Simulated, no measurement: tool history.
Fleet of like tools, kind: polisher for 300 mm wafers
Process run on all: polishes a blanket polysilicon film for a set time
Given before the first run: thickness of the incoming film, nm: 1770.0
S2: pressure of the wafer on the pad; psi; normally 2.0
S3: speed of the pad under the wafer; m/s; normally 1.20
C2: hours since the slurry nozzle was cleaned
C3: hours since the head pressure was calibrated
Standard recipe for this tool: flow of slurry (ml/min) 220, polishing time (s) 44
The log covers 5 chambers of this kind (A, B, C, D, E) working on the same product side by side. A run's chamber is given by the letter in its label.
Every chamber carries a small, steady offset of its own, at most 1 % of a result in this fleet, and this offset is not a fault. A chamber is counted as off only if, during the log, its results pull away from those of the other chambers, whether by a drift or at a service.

Run 1E, hour 10.1: usual settings; wafers polished on this pad 830; C2 216.3; C3 835.2. Result: film removed (Å) 3529.6.
Run 2C, hour 19.8: usual settings; wafers polished on this pad 323; C2 170.0; C3 859.0. Result: film removed (Å) 3523.3.
At hour 19.9: chamber D: worn pad replaced by a new one.
At hour 21.6: chamber E: worn pad replaced by a new one.
Run 3B, hour 29.0: usual settings; wafers polished on this pad 385; C2 51.2; C3 928.2. Result: film removed (Å) 3545.6.
At hour 29.3: chamber A: slurry nozzle cleaned.
Run 4D, hour 35.8: usual settings; wafers polished on this pad 120; C2 405.0; C3 366.2. Result: film removed (Å) 3544.5.
Run 5A, hour 46.5: usual settings; wafers polished on this pad 403; C2 17.2; C3 532.2. Result: film removed (Å) 3568.2.
Run 6D, hour 54.2: usual settings but S3 0.90 m/s; wafers polished on this pad 260; C2 423.4; C3 384.6. Result: film removed (Å) 2594.4.
At hour 56.2: chamber C: head pressure recalibrated.
Run 7A, hour 64.0: usual settings but S3 0.90 m/s; wafers polished on this pad 536; C2 34.7; C3 549.7. Result: film removed (Å) 2697.0.
At hour 65.2: chamber C: worn pad replaced by a new one.
Run 8E, hour 71.5: usual settings but S3 0.90 m/s; wafers polished on this pad 379; C2 277.7; C3 896.6. Result: film removed (Å) 2652.2.
Run 9C, hour 82.4: usual settings but S3 0.90 m/s; wafers polished on this pad 131; C2 232.6; C3 26.2. Result: film removed (Å) 2611.7.
Run 10B, hour 91.7: usual settings but S3 0.90 m/s; wafers polished on this pad 861; C2 113.9; C3 990.9. Result: film removed (Å) 2691.8.
At hour 95.1: chamber A: worn pad replaced by a new one.
Run 11C, hour 104.2: usual settings but S2 1.4 psi; wafers polished on this pad 296; C2 254.4; C3 48.0. Result: film removed (Å) 2462.7.
Run 12A, hour 115.4: usual settings but S2 1.4 psi; wafers polished on this pad 154; C2 86.1; C3 601.1. Result: film removed (Å) 2474.1.
Run 13B, hour 123.3: usual settings but S2 1.4 psi; wafers polished on this pad 1101; C2 145.5; C3 1022.5. Result: film removed (Å) 2447.3.
At hour 129.1: chamber E: worn pad replaced by a new one.
Run 14E, hour 134.1: usual settings but S2 1.4 psi; wafers polished on this pad 38; C2 340.3; C3 959.2. Result: film removed (Å) 2442.8.
Run 15D, hour 143.5: usual settings but S2 1.4 psi; wafers polished on this pad 938; C2 512.7; C3 473.9. Result: film removed (Å) 2455.3.
Run 16E, hour 152.9: usual settings but S3 1.44 m/s; wafers polished on this pad 181; C2 359.1; C3 978.0. Result: film removed (Å) 4267.5.
At hour 156.3: chamber B: worn pad replaced by a new one.
Run 17D, hour 160.0: usual settings but S3 1.44 m/s; wafers polished on this pad 1063; C2 529.2; C3 490.4. Result: film removed (Å) 4175.1.
At hour 166.5: chamber C: worn pad replaced by a new one.
Run 18C, hour 172.8: usual settings but S3 1.44 m/s; wafers polished on this pad 47; C2 323.0; C3 116.6. Result: film removed (Å) 4169.0.
Run 19B, hour 183.5: usual settings but S3 1.44 m/s; wafers polished on this pad 206; C2 205.7; C3 1082.7. Result: film removed (Å) 4259.8.
At hour 189.6: chamber D: slurry nozzle cleaned.
At hour 190.7: chamber D: worn pad replaced by a new one.
Run 20A, hour 194.8: usual settings but S3 1.44 m/s; wafers polished on this pad 756; C2 165.5; C3 680.5. Result: film removed (Å) 4185.8.
At hour 195.6: chamber B: slurry nozzle cleaned.
Run 21C, hour 204.0: usual settings; wafers polished on this pad 284; C2 354.2; C3 147.8. Result: film removed (Å) 3442.9.
At hour 205.4: chamber B: head pressure recalibrated.
Run 22B, hour 211.0: usual settings; wafers polished on this pad 415; C2 15.5; C3 5.6. Result: film removed (Å) 3972.0.
Run 23D, hour 219.4: usual settings; wafers polished on this pad 218; C2 29.9; C3 549.8. Result: film removed (Å) 3470.6.
At hour 225.2: chamber A: worn pad replaced by a new one.
Run 24A, hour 229.7: usual settings; wafers polished on this pad 34; C2 200.4; C3 715.4. Result: film removed (Å) 3531.4.
Run 25E, hour 242.5: usual settings but S3 1.52 m/s; wafers polished on this pad 861; C2 448.7; C3 1067.6. Result: film removed (Å) 4489.9.
Run 26D, hour 249.3: usual settings but S3 1.52 m/s; wafers polished on this pad 445; C2 59.8; C3 579.7. Result: film removed (Å) 4469.1.
At hour 255.3: chamber C: worn pad replaced by a new one.
Run 27A, hour 261.2: usual settings but S3 1.52 m/s; wafers polished on this pad 273; C2 231.9; C3 746.9. Result: film removed (Å) 4373.8.
At hour 262.6: chamber A: slurry nozzle cleaned.
At hour 265.7: chamber E: worn pad replaced by a new one.
Run 28E, hour 272.3: usual settings but S3 1.52 m/s; wafers polished on this pad 50; C2 478.5; C3 1097.4. Result: film removed (Å) 4588.6.
Run 29C, hour 278.5: usual settings but S3 1.52 m/s; wafers polished on this pad 176; C2 428.7; C3 222.3. Result: film removed (Å) 4443.4.
Run 30B, hour 284.8: usual settings; wafers polished on this pad 975; C2 89.3; C3 79.4. Result: film removed (Å) 4040.4.
Run 31A, hour 295.5: usual settings but flow of slurry (ml/min) 170, S2 2.6 psi; wafers polished on this pad 533; C2 33.0; C3 781.2. Result: film removed (Å) 4508.2.
At hour 301.4: chamber C: slurry nozzle cleaned.
Run 32E, hour 305.9: usual settings but flow of slurry (ml/min) 170, S2 2.6 psi; wafers polished on this pad 305; C2 512.1; C3 1131.0. Result: film removed (Å) 4445.2.
Run 33B, hour 311.7: usual settings but flow of slurry (ml/min) 170, S2 2.6 psi; wafers polished on this pad 1179; C2 116.2; C3 106.3. Result: film removed (Å) 4916.7.
At hour 316.1: chamber B: worn pad replaced by a new one.
Run 34D, hour 317.7: usual settings but flow of slurry (ml/min) 170, S2 2.6 psi; wafers polished on this pad 964; C2 128.2; C3 648.1. Result: film removed (Å) 4347.8.
At hour 329.8: chamber A: worn pad replaced by a new one.
Run 35C, hour 330.2: usual settings but flow of slurry (ml/min) 170, S2 2.6 psi; wafers polished on this pad 568; C2 28.9; C3 274.0. Result: film removed (Å) 4349.6.
At hour 334.8: chamber D: worn pad replaced by a new one.
Run 36B, hour 341.2: usual settings but polishing time (s) 38; wafers polished on this pad 190; C2 145.7; C3 135.8. Result: film removed (Å) 3451.4.
Run 37D, hour 353.6: usual settings but polishing time (s) 38; wafers polished on this pad 142; C2 164.1; C3 684.0. Result: film removed (Å) 3029.9.
At hour 354.8: chamber C: worn pad replaced by a new one.
Run 38A, hour 362.5: usual settings but polishing time (s) 38; wafers polished on this pad 248; C2 100.0; C3 848.2. Result: film removed (Å) 3093.0.
Run 39C, hour 375.4: usual settings but polishing time (s) 38; wafers polished on this pad 156; C2 74.1; C3 319.2. Result: film removed (Å) 3054.8.
At hour 384.4: chamber E: worn pad replaced by a new one.
Run 40E, hour 385.9: usual settings but polishing time (s) 38; wafers polished on this pad 11; C2 592.1; C3 1211.0. Result: film removed (Å) 3035.5.
Run 41E, hour 396.2: usual settings; wafers polished on this pad 89; C2 602.4; C3 1221.3. Result: film removed (Å) 3499.8.
Run 42C, hour 408.7: usual settings; wafers polished on this pad 409; C2 107.4; C3 352.5. Result: film removed (Å) 3545.5.

Predict what each chamber gives when all 5 of them run the settings below next.
Run 43A, hour 418.0: usual settings but polishing time (s) 36. Result: film removed (Å) ?.
Run 43B, hour 418.0: usual settings but polishing time (s) 36. Result: film removed (Å) ?.
Run 43C, hour 418.0: usual settings but polishing time (s) 36. Result: film removed (Å) ?.
Run 43D, hour 418.0: usual settings but polishing time (s) 36. Result: film removed (Å) ?.
Run 43E, hour 418.0: usual settings but polishing time (s) 36. Result: film removed (Å) ?.

run  film removed (Å)
43A            2924.8
43B            3227.2
43C            2810.5
43D            2905.0
43E            2869.5
